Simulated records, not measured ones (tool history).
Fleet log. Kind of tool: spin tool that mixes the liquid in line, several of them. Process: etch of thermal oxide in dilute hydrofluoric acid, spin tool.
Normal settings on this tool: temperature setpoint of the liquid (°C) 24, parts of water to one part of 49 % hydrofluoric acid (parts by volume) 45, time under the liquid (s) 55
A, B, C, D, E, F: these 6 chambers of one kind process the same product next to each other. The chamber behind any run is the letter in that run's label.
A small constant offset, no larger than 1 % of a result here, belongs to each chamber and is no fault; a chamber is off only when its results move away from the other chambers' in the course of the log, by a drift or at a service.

run,hour,temperature setpoint of the liquid (°C),parts of water to one part of 49 % hydrofluoric acid (parts by volume),time under the liquid (s),hours since the thermometer was replaced,hours since the hydrofluoric acid flow meter was replaced,"read-back film thickness of the thermal oxide reference wafer, read on the same gauge (nm)",thickness taken off the thermal oxide on a monitor wafer (angstrom)
1D,7.4,24,45,55,2585.1,847.7,139.99,61.281
2C,13.2,24,45,55,292.9,75.1,139.98,62.001
3F,23.3,24,45,55,1373.2,694.4,140.01,62.094
4A,32.0,24,45,55,534.9,361.6,140.01,62.245
5B,39.9,24,45,55,241.8,548.8,140.02,62.060
6E,44.5,24,45,55,624.1,575.8,140.01,61.923
7D,54.4,24,45,55,2632.1,894.7,140.00,61.399
8E,59.0,24,30,85,638.6,590.3,140.01,147.060
9A,64.3,24,30,85,567.2,393.9,140.02,145.120
10F,71.7,24,30,85,1421.6,742.8,140.00,143.510
11B,78.9,24,30,85,280.8,587.8,139.98,147.390
# hour 79.2: chamber D: thermometer replaced
12C,83.5,24,30,85,363.2,145.4,140.00,146.010
# hour 87.7: chamber E: thermometer replaced
13C,88.2,24,30,85,367.9,150.1,140.00,144.940
14A,94.2,24,45,55,597.1,423.8,140.00,61.202
15E,101.4,24,45,55,13.7,632.7,140.01,62.446
16D,108.6,24,45,55,29.5,948.9,140.01,61.722
17F,119.1,24,45,55,1469.0,790.2,140.02,61.618
# hour 119.4: chamber D: hydrofluoric acid flow meter replaced
18B,123.7,24,45,55,325.6,632.6,139.99,62.659
19B,130.7,24,45,55,332.6,639.6,140.02,63.709
20A,136.3,24,45,55,639.2,465.9,140.03,61.759
21C,144.1,24,45,55,423.8,206.0,140.01,62.371
22E,149.6,24,45,55,61.9,680.9,140.01,61.772
23D,154.8,24,45,55,75.7,35.4,140.03,61.620
24F,164.7,24,45,55,1514.6,835.8,139.99,61.712
25D,172.4,24,45,55,93.3,53.0,139.99,62.187
26C,177.6,24,45,25,457.3,239.5,139.99,28.124
27F,183.2,24,45,25,1533.1,854.3,139.99,27.805
28A,192.9,24,45,25,695.8,522.5,140.00,27.943
29B,201.2,24,45,25,403.1,710.1,139.99,29.655
30E,210.2,24,45,25,122.5,741.5,139.99,28.252
31E,218.2,24,45,25,130.5,749.5,139.98,27.903
32F,228.8,24,45,55,1578.7,899.9,140.01,61.592
33C,237.7,24,45,55,517.4,299.6,140.02,61.890
34D,246.7,24,45,55,167.6,127.3,140.01,61.310
35A,254.3,24,45,55,757.2,583.9,139.99,61.974
36B,260.0,24,45,55,461.9,768.9,140.02,66.483
37C,269.6,24,45,55,549.3,331.5,140.02,61.273
38A,276.1,24,45,55,779.0,605.7,139.99,61.698
39E,283.5,24,45,55,195.8,814.8,140.01,61.052
40D,291.3,24,45,55,212.2,171.9,140.01,61.870
41B,301.2,24,45,55,503.1,810.1,140.02,67.908

Next, all 6 chambers run the settings below, one line each with question marks for the results. What does each chamber give?
42A,308.8,24,45,55,,,,?
42B,308.8,24,45,55,,,,?
42C,308.8,24,45,55,,,,?
42D,308.8,24,45,55,,,,?
42E,308.8,24,45,55,,,,?
42F,308.8,24,45,55,,,,?

run,thickness taken off the thermal oxide on a monitor wafer (angstrom)
42A,61.686
42B,68.002
42C,61.335
42D,61.203
42E,62.003
42F,62.203
